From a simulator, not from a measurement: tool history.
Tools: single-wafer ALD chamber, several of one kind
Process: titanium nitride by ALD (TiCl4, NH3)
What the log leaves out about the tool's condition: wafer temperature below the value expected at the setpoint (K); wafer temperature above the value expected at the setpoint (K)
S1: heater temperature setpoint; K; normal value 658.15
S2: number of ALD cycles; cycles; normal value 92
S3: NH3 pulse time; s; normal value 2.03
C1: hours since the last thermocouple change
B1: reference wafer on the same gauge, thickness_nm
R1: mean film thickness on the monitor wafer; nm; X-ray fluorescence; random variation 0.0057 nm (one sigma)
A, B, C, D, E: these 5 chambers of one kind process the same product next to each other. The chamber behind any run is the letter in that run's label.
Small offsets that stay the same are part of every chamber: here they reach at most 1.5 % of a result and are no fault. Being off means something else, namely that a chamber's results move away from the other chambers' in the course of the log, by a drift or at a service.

run 1B hour=7.1 | S1=658.15 S2=92 S3=2.03 | C1=2022.3 | B1=2.3686 | R1=1.9954
run 2D hour=13.6 | S1=658.15 S2=92 S3=2.03 | C1=751.9 | B1=2.3702 | R1=2.0095
-- hour=14.3 chamber E: thermocouple changed; heater temperature recalibrated
run 3C hour=24.9 | S1=658.15 S2=92 S3=2.03 | C1=1113.8 | B1=2.3692 | R1=2.0110
run 4A hour=36.5 | S1=658.15 S2=92 S3=2.03 | C1=709.4 | B1=2.3692 | R1=2.0144
run 5E hour=44.7 | S1=658.15 S2=92 S3=2.03 | C1=30.5 | B1=2.3693 | R1=2.0024
run 6B hour=55.5 | S1=658.15 S2=92 S3=2.03 | C1=2070.7 | B1=2.3703 | R1=1.9735
run 7D hour=67.4 | S1=658.15 S2=76 S3=2.03 | C1=805.7 | B1=2.3710 | R1=1.6496
run 8A hour=74.1 | S1=658.15 S2=76 S3=2.03 | C1=747.0 | B1=2.3691 | R1=1.6463
run 9E hour=81.4 | S1=658.15 S2=76 S3=2.03 | C1=67.2 | B1=2.3693 | R1=1.6554
run 10C hour=94.0 | S1=658.15 S2=76 S3=2.03 | C1=1182.9 | B1=2.3713 | R1=1.6583
run 11C hour=103.8 | S1=658.15 S2=76 S3=2.03 | C1=1192.7 | B1=2.3701 | R1=1.6551
run 12D hour=114.4 | S1=658.15 S2=92 S3=2.03 | C1=852.7 | B1=2.3700 | R1=1.9918
-- hour=116.6 chamber B: thermocouple changed; heater temperature recalibrated
run 13A hour=122.2 | S1=653.15 S2=92 S3=2.03 | C1=795.1 | B1=2.3696 | R1=1.9866
run 14E hour=129.7 | S1=653.15 S2=92 S3=2.03 | C1=115.5 | B1=2.3702 | R1=2.0016
run 15B hour=140.0 | S1=653.15 S2=92 S3=2.03 | C1=23.5 | B1=2.3708 | R1=1.9685
run 16C hour=153.2 | S1=653.15 S2=92 S3=2.03 | C1=1242.1 | B1=2.3701 | R1=1.9943
run 17D hour=165.3 | S1=653.15 S2=92 S3=2.03 | C1=903.6 | B1=2.3706 | R1=1.9789
run 18E hour=174.1 | S1=658.15 S2=92 S3=2.03 | C1=159.9 | B1=2.3685 | R1=2.0062
run 19A hour=182.2 | S1=658.15 S2=92 S3=2.03 | C1=855.1 | B1=2.3706 | R1=2.0018
run 20B hour=195.8 | S1=663.15 S2=103 S3=2.03 | C1=79.3 | B1=2.3699 | R1=2.2234
run 21B hour=205.3 | S1=663.15 S2=103 S3=2.03 | C1=88.8 | B1=2.3679 | R1=2.2222
run 22A hour=214.7 | S1=663.15 S2=103 S3=2.03 | C1=887.6 | B1=2.3708 | R1=2.2534
run 23C hour=224.2 | S1=663.15 S2=103 S3=2.03 | C1=1313.1 | B1=2.3715 | R1=2.2603
run 24E hour=230.2 | S1=663.15 S2=103 S3=2.03 | C1=216.0 | B1=2.3693 | R1=2.2488
run 25D hour=236.7 | S1=658.15 S2=92 S3=2.03 | C1=975.0 | B1=2.3705 | R1=1.9987
run 26A hour=248.8 | S1=658.15 S2=92 S3=2.03 | C1=921.7 | B1=2.3701 | R1=1.9954
run 27D hour=257.5 | S1=658.15 S2=92 S3=2.03 | C1=995.8 | B1=2.3696 | R1=2.0000
run 28B hour=263.7 | S1=658.15 S2=92 S3=2.03 | C1=147.2 | B1=2.3704 | R1=1.9793
run 29C hour=275.2 | S1=658.15 S2=92 S3=2.03 | C1=1364.1 | B1=2.3706 | R1=2.0116
run 30E hour=284.6 | S1=648.15 S2=107 S3=2.03 | C1=270.4 | B1=2.3713 | R1=2.3094
run 31B hour=291.9 | S1=648.15 S2=107 S3=2.03 | C1=175.4 | B1=2.3714 | R1=2.2788
-- hour=292.0 chamber D: thermocouple changed; heater temperature recalibrated
run 32E hour=300.1 | S1=648.15 S2=107 S3=2.03 | C1=285.9 | B1=2.3705 | R1=2.3157
run 33C hour=312.3 | S1=648.15 S2=107 S3=2.03 | C1=1401.2 | B1=2.3714 | R1=2.3269
run 34D hour=319.4 | S1=648.15 S2=107 S3=2.03 | C1=27.5 | B1=2.3691 | R1=2.3001
run 35A hour=331.5 | S1=658.15 S2=92 S3=2.03 | C1=1004.4 | B1=2.3678 | R1=2.0036
run 36E hour=338.5 | S1=658.15 S2=92 S3=2.03 | C1=324.3 | B1=2.3696 | R1=2.0138

One chamber off, gauge drift, or nothing amiss beyond the chambers' own small offsets? If it is a chamber, which one, and what is the likeliest cause?

Neither any chamber nor the gauge drifts; the chambers differ only by their own small, steady offsets.
